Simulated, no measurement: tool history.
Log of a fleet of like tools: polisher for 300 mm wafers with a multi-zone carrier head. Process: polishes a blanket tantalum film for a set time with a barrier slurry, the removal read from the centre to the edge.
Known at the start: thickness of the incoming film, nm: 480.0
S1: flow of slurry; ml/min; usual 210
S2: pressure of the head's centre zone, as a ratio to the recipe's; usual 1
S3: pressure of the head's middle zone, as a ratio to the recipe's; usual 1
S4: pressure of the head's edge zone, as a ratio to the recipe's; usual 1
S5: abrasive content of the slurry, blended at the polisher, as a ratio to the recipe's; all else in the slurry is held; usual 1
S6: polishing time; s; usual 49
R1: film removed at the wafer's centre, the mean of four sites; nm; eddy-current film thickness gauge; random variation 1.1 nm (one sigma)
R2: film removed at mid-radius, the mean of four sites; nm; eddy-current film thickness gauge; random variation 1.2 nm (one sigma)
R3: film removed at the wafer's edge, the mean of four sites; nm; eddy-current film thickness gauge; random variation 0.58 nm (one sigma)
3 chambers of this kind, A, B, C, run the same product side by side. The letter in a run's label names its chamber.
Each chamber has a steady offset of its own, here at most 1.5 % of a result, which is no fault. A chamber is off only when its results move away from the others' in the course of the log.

| run | day | S1 | S2 | S3 | S4 | S5 | S6 | R1 | R2 | R3 |
|---|---|---|---|---|---|---|---|---|---|---|
|  | 0.396 | chamber C: worn pad replaced by a new one |
| 1B | 0.504 | 210 | 1 | 1 | 1 | 1 | 49 | 83.899 | 83.364 | 83.681 |
| 2A | 0.821 | 210 | 1 | 1 | 1 | 1 | 49 | 85.31 | 85.807 | 85.756 |
| 3C | 1.183 | 210 | 1 | 1 | 1 | 1 | 49 | 85.392 | 85.953 | 85.558 |
| 4B | 1.608 | 210 | 1 | 1 | 1 | 1 | 49 | 86.243 | 84.266 | 84.8 |
|  | 1.658 | chamber A: worn pad replaced by a new one |
|  | 1.7 | chamber B: worn pad replaced by a new one |
| 5A | 1.933 | 210 | 1.09 | 1 | 0.93 | 1 | 49 | 93.285 | 87.483 | 80.816 |
| 6C | 2.267 | 210 | 1.09 | 1 | 0.93 | 1 | 49 | 93.618 | 84.766 | 82.434 |
| 7B | 2.675 | 210 | 1.09 | 1 | 0.93 | 1 | 49 | 94.769 | 87.378 | 82.537 |
|  | 2.883 | chamber A: edge zone pressure recalibrated |
| 8C | 2.929 | 210 | 1 | 1 | 1 | 1 | 49 | 86.295 | 86.044 | 84.371 |
| 9A | 3.421 | 210 | 1 | 1 | 1 | 1 | 49 | 83.289 | 85.934 | 84.809 |
| 10A | 3.904 | 210 | 1 | 1 | 1 | 1 | 49 | 83.17 | 85.735 | 85.547 |
| 11B | 4.179 | 210 | 1 | 1 | 1 | 0.85 | 49 | 79.159 | 81.122 | 80.831 |
| 12C | 4.65 | 210 | 1 | 1 | 1 | 0.85 | 49 | 82.738 | 79.767 | 81.966 |
| 13B | 5.188 | 210 | 1 | 1 | 1 | 0.85 | 49 | 80.388 | 80.946 | 80.559 |
|  | 5.404 | chamber A: worn pad replaced by a new one |
| 14C | 5.617 | 210 | 1 | 1 | 1 | 1 | 49 | 87.272 | 83.442 | 84.849 |
| 15A | 6.112 | 210 | 1 | 1 | 1 | 1 | 49 | 83.056 | 85.558 | 84.63 |
|  | 6.233 | chamber C: worn pad replaced by a new one |
| 16C | 6.667 | 210 | 1 | 1 | 1 | 1 | 49 | 85.91 | 83.304 | 85.78 |
| 17B | 7.133 | 210 | 1 | 1 | 1 | 1 | 49 | 83.765 | 87.843 | 84.962 |
| 18A | 7.688 | 210 | 1 | 1 | 1 | 1 | 49 | 80.978 | 85.249 | 86.251 |
| 19A | 8.183 | 210 | 1 | 1 | 1 | 1 | 49 | 81.187 | 85.436 | 85.074 |
|  | 8.192 | chamber B: worn pad replaced by a new one |
| 20B | 8.712 | 210 | 1 | 1 | 1 | 1 | 49 | 84.143 | 86.361 | 83.54 |
| 21C | 9.188 | 210 | 1 | 1 | 1 | 1 | 49 | 86.622 | 86.442 | 84.54 |
|  | 9.579 | chamber A: worn pad replaced by a new one |
| 22C | 9.654 | 210 | 1 | 1 | 1 | 1 | 49 | 86.164 | 83.305 | 84.379 |
| 23A | 9.983 | 210 | 1 | 1 | 1 | 1 | 49 | 80.481 | 83.397 | 85.043 |
|  | 10.342 | chamber B: centre zone pressure recalibrated |
| 24B | 10.438 | 210 | 1 | 1.09 | 1 | 1 | 61 | 106.15 | 115.34 | 105.45 |
| 25B | 10.796 | 210 | 1 | 1.09 | 1 | 1 | 61 | 105.05 | 115.06 | 104.71 |
| 26C | 11.175 | 210 | 1 | 1.09 | 1 | 1 | 61 | 107.36 | 114.69 | 105.68 |
| 27A | 11.654 | 210 | 1 | 1 | 1 | 1 | 49 | 78.12 | 86.835 | 85.127 |
| 28B | 12.079 | 210 | 1 | 1 | 1 | 1 | 49 | 83.939 | 84.065 | 85.197 |
| 29A | 12.55 | 210 | 1 | 1 | 1 | 1 | 49 | 79.309 | 86.365 | 83.837 |

What goes on in this fleet: one chamber off, a drifting gauge, or nothing beyond the chambers' own small offsets? Name the chamber and the cause, if any.

Chamber A drifts away from the others.
Cause: centre zone's pressure below its setpoint, % = 6.69.

Here are 4 candidates for chamber A's next run, each the usual settings with a change, their results left as question marks. Which one brings its results back in line with what the others give on the usual settings?
In line means no further than this from the other chambers' mean on the usual settings: R1 3.9 nm; R2 4.2 nm; R3 2 nm
| 30A-1 | 12.946 | 220 | 1.13 | 0.98 | 0.95 | 1 | 50 | ? | ? | ? |
| 30A-2 | 12.946 | 205 | 0.94 | 1.01 | 1.02 | 1 | 49 | ? | ? | ? |
| 30A-3 | 12.946 | 200 | 0.88 | 1.02 | 1.05 | 1 | 48 | ? | ? | ? |
| 30A-4 | 12.946 | 215 | 1.06 | 0.99 | 0.98 | 1 | 49 | ? | ? | ? |

The other chambers' mean on the usual settings: R1 85.367 nm; R2 85.391 nm; R3 84.83 nm
| run | R1 | R2 | R3 |
|---|---|---|---|
| 30A-1 | 93.404 | 86.75 | 85.226 |
| 30A-2 | 74.194 | 86.668 | 85.988 |
| 30A-3 | 67.35 | 85.403 | 85.296 |
| 30A-4 | 85.151 | 85.584 | 84.654 |
30A-4 brings the chamber back in line.

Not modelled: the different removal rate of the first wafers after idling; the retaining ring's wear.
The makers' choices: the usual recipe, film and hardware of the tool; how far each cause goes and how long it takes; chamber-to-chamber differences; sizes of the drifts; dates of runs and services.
